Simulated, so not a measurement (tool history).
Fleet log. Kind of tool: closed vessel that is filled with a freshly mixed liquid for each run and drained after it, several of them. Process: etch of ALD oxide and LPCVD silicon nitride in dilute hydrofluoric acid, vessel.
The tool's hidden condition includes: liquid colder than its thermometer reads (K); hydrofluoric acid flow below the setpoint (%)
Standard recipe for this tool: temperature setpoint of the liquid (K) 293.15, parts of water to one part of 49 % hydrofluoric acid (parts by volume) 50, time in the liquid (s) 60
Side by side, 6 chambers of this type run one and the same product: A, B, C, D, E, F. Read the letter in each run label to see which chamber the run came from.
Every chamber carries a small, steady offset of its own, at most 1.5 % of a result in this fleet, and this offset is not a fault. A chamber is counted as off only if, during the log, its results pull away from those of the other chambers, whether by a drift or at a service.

run,day,temperature setpoint of the liquid (K),parts of water to one part of 49 % hydrofluoric acid (parts by volume),time in the liquid (s),hours since the thermometer was replaced,hours since the hydrofluoric acid flow meter was replaced,"read-back film thickness of the ALD oxide reference wafer, read on the same gauge (nm)","read-back film thickness of the LPCVD silicon nitride reference wafer, read on the same gauge (nm)",thickness taken off the ALD oxide on a monitor wafer (Å),thickness taken off the LPCVD silicon nitride on a monitor wafer (Å)
1C,0.275,293.15,50,60,81.0,177.7,119.94,99.988,311.55,5.0027
2D,0.867,293.15,50,60,655.0,430.0,119.96,100.010,311.76,4.4913
3E,1.350,293.15,50,60,2512.6,258.5,120.00,99.966,308.37,5.2174
4B,1.783,293.15,50,60,301.4,933.7,120.01,99.963,311.79,4.7324
5A,2.075,293.15,50,60,1184.2,1287.2,120.02,100.020,307.91,4.9497
6F,2.429,293.15,50,60,1299.2,201.1,119.96,99.971,313.01,5.1897
# day 2.446: chamber A: hydrofluoric acid flow meter replaced
7A,2.896,293.15,50,60,1203.9,10.9,119.98,99.998,307.24,5.1999
8D,3.354,293.15,50,60,714.7,489.7,120.00,100.000,315.88,5.0181
9C,3.883,293.15,50,60,167.6,264.3,119.99,100.010,309.39,5.0975
10B,4.425,293.15,50,60,364.8,997.1,119.99,100.020,313.75,5.1676
11E,4.888,293.15,50,60,2597.5,343.4,120.03,99.983,305.71,5.2994
12F,5.212,293.15,50,60,1366.0,267.9,119.98,99.998,308.22,5.1613
# day 5.367: chamber A: thermometer replaced
13C,5.675,296.15,70,60,210.6,307.3,120.03,99.983,238.65,4.3079
14D,6.125,296.15,70,60,781.2,556.2,120.01,100.000,247.61,4.7062
# day 6.492: chamber E: thermometer replaced
15B,6.588,296.15,70,60,416.7,1049.0,119.96,99.989,241.24,4.3010
16E,6.854,296.15,70,60,8.7,390.6,119.99,99.991,242.61,4.8244
17F,7.279,296.15,70,60,1415.6,317.5,119.99,99.989,247.26,4.7315
18A,7.633,296.15,70,60,54.4,124.6,120.00,100.000,243.73,4.8699
19F,8.121,293.15,50,60,1435.8,337.7,120.03,99.991,309.34,4.9553
# day 8.438: chamber D: thermometer replaced
20D,8.546,293.15,50,60,2.6,614.3,120.02,100.020,308.32,4.8961
21E,9.021,293.15,50,60,60.7,442.6,120.06,100.010,310.40,4.9490
22B,9.446,293.15,50,60,485.3,1117.6,120.03,100.020,312.74,4.9961
23C,9.775,293.15,50,60,309.0,405.7,120.00,99.994,289.87,4.6644
# day 9.979: chamber B: thermometer replaced
24A,10.350,293.15,50,60,119.6,189.8,120.00,99.992,312.81,5.1794
25D,10.642,293.15,50,60,52.9,664.6,119.99,100.020,311.28,4.9788
26E,11.088,293.15,50,60,110.3,492.2,119.99,100.040,308.25,4.9338
27A,11.592,293.15,50,60,149.4,219.6,120.01,100.010,309.23,5.1915
28F,12.179,293.15,50,60,1533.2,435.1,119.97,100.010,311.31,4.3227
29C,12.629,293.15,50,60,377.5,474.2,120.01,100.010,290.57,4.6227
30B,13.162,293.15,50,60,76.5,1206.8,120.00,100.010,311.59,5.1225
31F,13.596,293.15,50,60,1567.2,469.1,120.01,99.983,306.46,5.0875
32B,13.938,293.15,50,60,95.1,1225.4,120.00,100.030,310.17,5.1226
33C,14.338,293.15,50,85,418.5,515.2,119.98,100.020,407.45,6.7655
34E,14.762,293.15,50,85,198.5,580.4,120.01,100.000,430.00,8.1136
35D,15.088,293.15,50,85,159.6,771.3,119.99,100.000,440.88,7.1931
36A,15.558,293.15,50,85,244.6,314.8,119.99,99.975,436.80,7.2849
37E,16.112,293.15,50,85,230.9,612.8,120.02,100.020,437.39,6.8756
# day 16.667: chamber D: hydrofluoric acid flow meter replaced
38A,16.692,293.15,50,85,271.8,342.0,119.96,100.020,440.03,7.0475
39B,17.275,293.15,50,60,175.2,1305.5,120.01,100.040,310.59,5.2207
40D,17.792,293.15,50,60,224.5,27.0,120.01,100.040,314.95,5.6516
41C,18.138,293.15,50,60,509.7,606.4,120.03,99.992,282.52,4.4750
42F,18.471,290.15,50,30,1684.2,586.1,119.98,100.000,136.80,2.2257
43A,18.833,290.15,50,30,323.2,393.4,119.99,99.996,136.48,1.9847

One chamber off, gauge drift, or nothing amiss beyond the chambers' own small offsets? If it is a chamber, which one, and what is the likeliest cause?

Chamber C drifts away from the others.
Cause: hydrofluoric acid flow below the setpoint (%) = 9.99.

Here are 4 candidates for chamber C's next run, each the usual settings with a change, their results left as question marks. Which one brings its results back in line with what the others give on the usual settings?
In line here means within this much of the mean the other chambers give on the usual settings: thickness taken off the ALD oxide on a monitor wafer (Å) 9.20; thickness taken off the LPCVD silicon nitride on a monitor wafer (Å) 1.0000
44C-1,19.258,292.65,50,55,,,,,?,?
44C-2,19.258,293.65,50,65,,,,,?,?
44C-3,19.258,292.65,55,55,,,,,?,?
44C-4,19.258,293.65,45,65,,,,,?,?

What the other chambers average on the usual settings: thickness taken off the ALD oxide on a monitor wafer (Å) 309.60; thickness taken off the LPCVD silicon nitride on a monitor wafer (Å) 5.1085
run,thickness taken off the ALD oxide on a monitor wafer (Å),thickness taken off the LPCVD silicon nitride on a monitor wafer (Å)
44C-1,250.20,3.8808
44C-2,308.61,4.9192
44C-3,225.72,3.5334
44C-4,345.76,5.4587
With 44C-2, the chamber falls back in line with the rest.
